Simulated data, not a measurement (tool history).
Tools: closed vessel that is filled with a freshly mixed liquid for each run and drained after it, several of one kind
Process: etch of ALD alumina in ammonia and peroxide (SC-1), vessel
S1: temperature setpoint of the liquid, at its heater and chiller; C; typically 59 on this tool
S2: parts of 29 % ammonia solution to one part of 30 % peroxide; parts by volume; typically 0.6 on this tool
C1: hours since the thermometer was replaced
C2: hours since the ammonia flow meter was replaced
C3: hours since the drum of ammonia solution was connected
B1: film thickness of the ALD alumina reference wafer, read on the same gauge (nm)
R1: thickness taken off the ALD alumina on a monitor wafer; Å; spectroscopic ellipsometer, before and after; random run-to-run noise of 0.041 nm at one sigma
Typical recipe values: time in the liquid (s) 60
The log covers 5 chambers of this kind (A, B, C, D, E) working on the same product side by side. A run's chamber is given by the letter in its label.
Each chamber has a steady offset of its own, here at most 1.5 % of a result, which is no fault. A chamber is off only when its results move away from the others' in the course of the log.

Run 1B, hour 7.4: usual settings; C1 524.5; C2 806.5; C3 1029; B1 149.99. Result: R1 65.215 Å.
Run 2A, hour 17.1: usual settings; C1 1546.7; C2 492.1; C3 230.2; B1 150.01. Result: R1 64.126 Å.
Run 3E, hour 24.4: usual settings; C1 183.4; C2 74.7; C3 71.7; B1 150. Result: R1 65.255 Å.
Run 4C, hour 33.3: usual settings; C1 874.7; C2 716.7; C3 770.3; B1 149.99. Result: R1 64.249 Å.
Run 5D, hour 39.5: usual settings; C1 1386.7; C2 1488.5; C3 686.9; B1 150. Result: R1 64.4 Å.
Run 6A, hour 49.6: usual settings but S1 66.5 C, S2 0.3 parts by volume; C1 1579.2; C2 524.6; C3 262.7; B1 150.01. Result: R1 87.507 Å.
Run 7C, hour 56: usual settings but S1 66.5 C, S2 0.3 parts by volume; C1 897.4; C2 739.4; C3 793; B1 150.01. Result: R1 88.834 Å.
Run 8D, hour 63.5: usual settings but S1 66.5 C, S2 0.3 parts by volume; C1 1410.7; C2 1512.5; C3 710.9; B1 150. Result: R1 88.889 Å.
At hour 71.4: chamber B: new drum of ammonia solution connected.
At hour 74.1: chamber B: ammonia flow meter replaced.
Run 9E, hour 74.1: usual settings but S1 66.5 C, S2 0.3 parts by volume; C1 233.1; C2 124.4; C3 121.4; B1 150.01. Result: R1 89.809 Å.
At hour 75.8: chamber A: new drum of ammonia solution connected.
Run 10B, hour 83.7: usual settings but S1 66.5 C, S2 0.3 parts by volume; C1 600.8; C2 9.7; C3 12.4; B1 149.96. Result: R1 86.978 Å.
Run 11A, hour 91.8: usual settings but time in the liquid (s) 45; C1 1621.4; C2 566.8; C3 16; B1 150.01. Result: R1 48.067 Å.
Run 12C, hour 102: usual settings but time in the liquid (s) 45; C1 943.4; C2 785.4; C3 839; B1 149.99. Result: R1 47.851 Å.
Run 13D, hour 110.6: usual settings but time in the liquid (s) 45; C1 1457.8; C2 1559.6; C3 758; B1 149.99. Result: R1 48.573 Å.
Run 14E, hour 121.8: usual settings but time in the liquid (s) 45; C1 280.8; C2 172.1; C3 169.1; B1 149.98. Result: R1 48.705 Å.
Run 15B, hour 131.8: usual settings but time in the liquid (s) 45; C1 648.9; C2 57.8; C3 60.5; B1 149.99. Result: R1 47.512 Å.
Run 16E, hour 143.1: usual settings; C1 302.1; C2 193.4; C3 190.4; B1 150.04. Result: R1 64.929 Å.
Run 17B, hour 151.4: usual settings; C1 668.5; C2 77.4; C3 80.1; B1 149.99. Result: R1 63.122 Å.
At hour 151.8: chamber D: thermometer replaced.
Run 18A, hour 162.7: usual settings but S2 0.8 parts by volume, time in the liquid (s) 30; C1 1692.3; C2 637.7; C3 86.9; B1 150.01. Result: R1 32.872 Å.
Run 19C, hour 171: usual settings but S2 0.8 parts by volume, time in the liquid (s) 30; C1 1012.4; C2 854.4; C3 908; B1 149.99. Result: R1 33.177 Å.
Run 20D, hour 178.5: usual settings but S2 0.8 parts by volume, time in the liquid (s) 30; C1 26.8; C2 1627.5; C3 825.9; B1 150. Result: R1 33.327 Å.
Run 21A, hour 186.3: usual settings but S2 0.8 parts by volume, time in the liquid (s) 30; C1 1715.9; C2 661.3; C3 110.5; B1 149.98. Result: R1 33.352 Å.
Run 22B, hour 198.2: usual settings but S2 0.8 parts by volume, time in the liquid (s) 30; C1 715.3; C2 124.2; C3 126.9; B1 149.96. Result: R1 31.665 Å.
Run 23C, hour 203.6: usual settings; C1 1045; C2 887; C3 940.6; B1 150. Result: R1 63.665 Å.
Run 24D, hour 210.2: usual settings; C1 58.5; C2 1659.2; C3 857.6; B1 150.01. Result: R1 64.764 Å.
Run 25E, hour 219.1: usual settings but S1 49.5 C, S2 0.4 parts by volume; C1 378.1; C2 269.4; C3 266.4; B1 150.02. Result: R1 37.462 Å.
Run 26B, hour 231.4: usual settings but S1 49.5 C, S2 0.4 parts by volume; C1 748.5; C2 157.4; C3 160.1; B1 150.03. Result: R1 35.218 Å.
Run 27A, hour 240.9: usual settings but S1 49.5 C, S2 0.4 parts by volume; C1 1770.5; C2 715.9; C3 165.1; B1 150.03. Result: R1 37.59 Å.
Run 28E, hour 252.1: usual settings but S1 49.5 C, S2 0.4 parts by volume; C1 411.1; C2 302.4; C3 299.4; B1 150.02. Result: R1 37.36 Å.
Run 29D, hour 263.4: usual settings but S1 49.5 C, S2 0.4 parts by volume; C1 111.7; C2 1712.4; C3 910.8; B1 150. Result: R1 38.075 Å.
Run 30C, hour 269.5: usual settings; C1 1110.9; C2 952.9; C3 1006.5; B1 150.03. Result: R1 63.47 Å.
Run 31A, hour 278.4: usual settings; C1 1808; C2 753.4; C3 202.6; B1 149.96. Result: R1 65.41 Å.
Run 32B, hour 286.2: usual settings; C1 803.3; C2 212.2; C3 214.9; B1 150.02. Result: R1 60.441 Å.
Run 33C, hour 297.6: usual settings; C1 1139; C2 981; C3 1034.6; B1 149.99. Result: R1 64.926 Å.
Run 34D, hour 302.9: usual settings but S1 67.5 C; C1 151.2; C2 1751.9; C3 950.3; B1 150. Result: R1 100.19 Å.
Run 35E, hour 310.3: usual settings but S1 67.5 C; C1 469.3; C2 360.6; C3 357.6; B1 150.01. Result: R1 99.501 Å.
Run 36E, hour 321.5: usual settings but S1 67.5 C; C1 480.5; C2 371.8; C3 368.8; B1 150. Result: R1 100.1 Å.

Predict what each chamber gives when all 5 of them run the settings below next.
Run 37A, hour 330.3: usual settings but S1 64 C. Result: R1 ?.
Run 37B, hour 330.3: usual settings but S1 64 C. Result: R1 ?.
Run 37C, hour 330.3: usual settings but S1 64 C. Result: R1 ?.
Run 37D, hour 330.3: usual settings but S1 64 C. Result: R1 ?.
Run 37E, hour 330.3: usual settings but S1 64 C. Result: R1 ?.

run      R1
37A  83.358
37B  76.619
37C  83.805
37D  84.083
37E  84.959
